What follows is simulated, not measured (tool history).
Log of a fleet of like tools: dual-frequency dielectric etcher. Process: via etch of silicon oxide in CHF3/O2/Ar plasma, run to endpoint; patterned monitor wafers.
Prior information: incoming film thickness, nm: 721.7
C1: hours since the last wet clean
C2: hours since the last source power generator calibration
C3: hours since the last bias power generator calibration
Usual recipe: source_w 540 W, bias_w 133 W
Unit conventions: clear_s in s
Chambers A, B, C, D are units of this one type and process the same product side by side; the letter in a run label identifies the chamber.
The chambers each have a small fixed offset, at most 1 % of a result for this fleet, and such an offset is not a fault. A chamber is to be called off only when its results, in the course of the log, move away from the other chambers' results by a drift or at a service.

Run 1D, hour 4.6: usual settings; C1 168.7; C2 2390.2; C3 2551.9. Result: clear_s 417.71 s.
Run 2C, hour 9.1: usual settings; C1 147.8; C2 3650.6; C3 1784.6. Result: clear_s 423.35 s.
Run 3A, hour 17.8: usual settings; C1 385.2; C2 1312.8; C3 1400.6. Result: clear_s 421 s.
Run 4B, hour 26.2: usual settings; C1 202.6; C2 1264.3; C3 2653.5. Result: clear_s 420.05 s.
Run 5A, hour 34: usual settings; C1 401.4; C2 1329; C3 1416.8. Result: clear_s 421.68 s.
Run 6B, hour 39.2: usual settings; C1 215.6; C2 1277.3; C3 2666.5. Result: clear_s 420.97 s.
Run 7D, hour 43.3: usual settings; C1 207.4; C2 2428.9; C3 2590.6. Result: clear_s 419.15 s.
Run 8C, hour 52.3: usual settings; C1 191; C2 3693.8; C3 1827.8. Result: clear_s 424.9 s.
Run 9C, hour 57.1: usual settings; C1 195.8; C2 3698.6; C3 1832.6. Result: clear_s 419.36 s.
Run 10D, hour 63.9: usual settings; C1 228; C2 2449.5; C3 2611.2. Result: clear_s 416.97 s.
At hour 67.1: chamber A: wet clean of the chamber.
Run 11B, hour 69.3: usual settings; C1 245.7; C2 1307.4; C3 2696.6. Result: clear_s 419.32 s.
Run 12A, hour 76.2: usual settings; C1 9.2; C2 1371.2; C3 1459. Result: clear_s 421.47 s.
Run 13A, hour 80.7: usual settings; C1 13.7; C2 1375.7; C3 1463.5. Result: clear_s 419.33 s.
Run 14D, hour 87.2: usual settings; C1 251.3; C2 2472.8; C3 2634.5. Result: clear_s 414.64 s.
Run 15B, hour 96.1: usual settings but source_w 590 W, bias_w 147 W; C1 272.5; C2 1334.2; C3 2723.4. Result: clear_s 392.46 s.
Run 16C, hour 101.9: usual settings but source_w 590 W, bias_w 147 W; C1 240.6; C2 3743.4; C3 1877.4. Result: clear_s 398.65 s.
Run 17C, hour 109.3: usual settings but source_w 590 W, bias_w 147 W; C1 248; C2 3750.8; C3 1884.8. Result: clear_s 394.89 s.
Run 18B, hour 114.4: usual settings but source_w 590 W, bias_w 147 W; C1 290.8; C2 1352.5; C3 2741.7. Result: clear_s 394.3 s.
Run 19A, hour 119.1: usual settings; C1 52.1; C2 1414.1; C3 1501.9. Result: clear_s 422.23 s.
Run 20D, hour 123.4: usual settings but bias_w 164 W; C1 287.5; C2 2509; C3 2670.7. Result: clear_s 384.63 s.
Run 21B, hour 130.2: usual settings but bias_w 164 W; C1 306.6; C2 1368.3; C3 2757.5. Result: clear_s 394.6 s.
Run 22A, hour 136.9: usual settings but bias_w 164 W; C1 69.9; C2 1431.9; C3 1519.7. Result: clear_s 392.88 s.
At hour 142.4: chamber B: wet clean of the chamber.
Run 23D, hour 145.4: usual settings but bias_w 164 W; C1 309.5; C2 2531; C3 2692.7. Result: clear_s 384.99 s.
Run 24C, hour 150.3: usual settings but bias_w 155 W; C1 289; C2 3791.8; C3 1925.8. Result: clear_s 404.68 s.
Run 25D, hour 154.6: usual settings but bias_w 155 W; C1 318.7; C2 2540.2; C3 2701.9. Result: clear_s 392.78 s.
Run 26A, hour 162.7: usual settings but bias_w 155 W; C1 95.7; C2 1457.7; C3 1545.5. Result: clear_s 400.54 s.
Run 27B, hour 166.6: usual settings but bias_w 155 W; C1 24.2; C2 1404.7; C3 2793.9. Result: clear_s 401.97 s.
Run 28C, hour 174.4: usual settings; C1 313.1; C2 3815.9; C3 1949.9. Result: clear_s 425.35 s.
Run 29C, hour 182.2: usual settings; C1 320.9; C2 3823.7; C3 1957.7. Result: clear_s 424.92 s.
Run 30B, hour 189.1: usual settings; C1 46.7; C2 1427.2; C3 2816.4. Result: clear_s 418.28 s.
Run 31A, hour 193.3: usual settings; C1 126.3; C2 1488.3; C3 1576.1. Result: clear_s 419.96 s.
Run 32D, hour 198.5: usual settings; C1 362.6; C2 2584.1; C3 2745.8. Result: clear_s 406.11 s.
Run 33A, hour 207: usual settings; C1 140; C2 1502; C3 1589.8. Result: clear_s 418.97 s.
Run 34C, hour 214.6: usual settings; C1 353.3; C2 3856.1; C3 1990.1. Result: clear_s 424.23 s.
Run 35B, hour 221.9: usual settings; C1 79.5; C2 1460; C3 2849.2. Result: clear_s 419.42 s.

Read the log: is a single chamber off, either drifting away or since a service, is the gauge that measures every chamber drifting, or is nothing wrong beyond small per-chamber offsets? Name any odd chamber and what most likely caused it.

It is chamber D that slowly wanders off from its peers.
What lies behind it: etch rate over this chamber's usual, % = 2.75.

Here are 4 candidates for chamber D's next run, each the usual settings with a change, their results left as question marks. Which one brings its results back in line with what the others give on the usual settings?
Maximum distance from the other chambers' mean on the usual settings for a result to count as in line: clear_s 5.8 s
Run 36D-1, hour 228.5: usual settings but source_w 490 W. Result: clear_s ?.
Run 36D-2, hour 228.5: usual settings but bias_w 129 W. Result: clear_s ?.
Run 36D-3, hour 228.5: usual settings but bias_w 137 W. Result: clear_s ?.
Run 36D-4, hour 228.5: usual settings but source_w 570 W, bias_w 138 W. Result: clear_s ?.

The mean the other chambers reach with the usual settings: clear_s 421.36 s
  run  clear_s
36D-1   422.33
36D-2   410.47
36D-3   402.73
36D-4   393.38
With 36D-1, the chamber falls back in line with the rest.
